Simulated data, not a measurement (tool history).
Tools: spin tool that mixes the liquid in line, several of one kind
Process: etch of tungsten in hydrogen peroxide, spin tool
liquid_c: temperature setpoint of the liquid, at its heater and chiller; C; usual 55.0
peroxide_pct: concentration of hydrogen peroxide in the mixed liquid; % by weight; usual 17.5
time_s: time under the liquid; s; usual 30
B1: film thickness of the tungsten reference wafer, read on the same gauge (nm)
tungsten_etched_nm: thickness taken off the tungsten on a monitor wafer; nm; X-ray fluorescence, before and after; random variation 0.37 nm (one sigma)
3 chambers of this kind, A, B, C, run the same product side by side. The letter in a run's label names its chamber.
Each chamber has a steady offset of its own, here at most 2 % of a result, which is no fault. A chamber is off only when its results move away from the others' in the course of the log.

Run 1B, hour 5.3: usual settings; B1 140.00. Result: tungsten_etched_nm 43.183 nm.
Run 2A, hour 13.9: usual settings; B1 140.01. Result: tungsten_etched_nm 43.528 nm.
Run 3C, hour 19.9: usual settings; B1 139.99. Result: tungsten_etched_nm 43.903 nm.
Run 4A, hour 26.2: usual settings; B1 140.01. Result: tungsten_etched_nm 43.298 nm.
Run 5B, hour 34.7: usual settings; B1 140.00. Result: tungsten_etched_nm 42.650 nm.
Run 6C, hour 43.0: usual settings but liquid_c 59.0 C, time_s 40 s; B1 140.01. Result: tungsten_etched_nm 73.709 nm.
Run 7A, hour 52.3: usual settings but liquid_c 59.0 C, time_s 40 s; B1 140.00. Result: tungsten_etched_nm 73.182 nm.
Run 8B, hour 61.8: usual settings but liquid_c 59.0 C, time_s 40 s; B1 139.99. Result: tungsten_etched_nm 71.701 nm.
Run 9C, hour 66.5: usual settings; B1 140.00. Result: tungsten_etched_nm 43.495 nm.
Run 10C, hour 74.5: usual settings; B1 140.00. Result: tungsten_etched_nm 43.590 nm.
Run 11B, hour 78.9: usual settings but liquid_c 59.5 C; B1 140.00. Result: tungsten_etched_nm 56.263 nm.
Run 12A, hour 87.9: usual settings but liquid_c 59.5 C; B1 139.99. Result: tungsten_etched_nm 55.537 nm.
Run 13C, hour 93.9: usual settings but liquid_c 59.5 C; B1 139.96. Result: tungsten_etched_nm 57.645 nm.
Run 14B, hour 103.8: usual settings; B1 140.00. Result: tungsten_etched_nm 42.966 nm.
Run 15A, hour 111.6: usual settings; B1 139.99. Result: tungsten_etched_nm 43.441 nm.
Run 16A, hour 119.8: usual settings; B1 139.99. Result: tungsten_etched_nm 43.262 nm.
Run 17C, hour 127.8: usual settings but peroxide_pct 19.5 % by weight; B1 140.00. Result: tungsten_etched_nm 46.760 nm.
Run 18B, hour 133.8: usual settings but peroxide_pct 19.5 % by weight; B1 140.01. Result: tungsten_etched_nm 46.330 nm.
Run 19B, hour 143.0: usual settings but peroxide_pct 19.5 % by weight; B1 140.02. Result: tungsten_etched_nm 45.695 nm.
At hour 144.3: chamber A: thermometer replaced.
Run 20C, hour 152.8: usual settings; B1 140.00. Result: tungsten_etched_nm 43.725 nm.
Run 21A, hour 158.5: usual settings; B1 139.99. Result: tungsten_etched_nm 42.761 nm.
Run 22A, hour 164.1: usual settings; B1 140.00. Result: tungsten_etched_nm 42.399 nm.
Run 23B, hour 173.1: usual settings; B1 140.01. Result: tungsten_etched_nm 43.370 nm.
Run 24C, hour 178.6: usual settings; B1 139.99. Result: tungsten_etched_nm 44.039 nm.
Run 25B, hour 184.5: usual settings; B1 139.98. Result: tungsten_etched_nm 43.490 nm.
At hour 189.2: chamber A: new drum of peroxide connected.
Run 26A, hour 193.2: usual settings; B1 139.98. Result: tungsten_etched_nm 43.308 nm.
Run 27C, hour 202.2: usual settings; B1 140.01. Result: tungsten_etched_nm 43.349 nm.
Run 28C, hour 212.1: usual settings; B1 139.98. Result: tungsten_etched_nm 43.575 nm.
Run 29A, hour 216.9: usual settings; B1 139.97. Result: tungsten_etched_nm 43.116 nm.
Run 30B, hour 225.1: usual settings; B1 140.02. Result: tungsten_etched_nm 43.127 nm.
Run 31B, hour 232.1: usual settings; B1 140.01. Result: tungsten_etched_nm 42.738 nm.
Run 32A, hour 238.4: usual settings; B1 140.00. Result: tungsten_etched_nm 42.823 nm.
Run 33C, hour 246.1: usual settings but peroxide_pct 22.0 % by weight, time_s 15 s; B1 139.98. Result: tungsten_etched_nm 24.477 nm.

Next, every chamber runs the same settings. What will each give?
Run 34A, hour 253.4: usual settings but time_s 40 s. Result: tungsten_etched_nm ?.
Run 34B, hour 253.4: usual settings but time_s 40 s. Result: tungsten_etched_nm ?.
Run 34C, hour 253.4: usual settings but time_s 40 s. Result: tungsten_etched_nm ?.

run  tungsten_etched_nm
34A              57.306
34B              57.575
34C              58.998

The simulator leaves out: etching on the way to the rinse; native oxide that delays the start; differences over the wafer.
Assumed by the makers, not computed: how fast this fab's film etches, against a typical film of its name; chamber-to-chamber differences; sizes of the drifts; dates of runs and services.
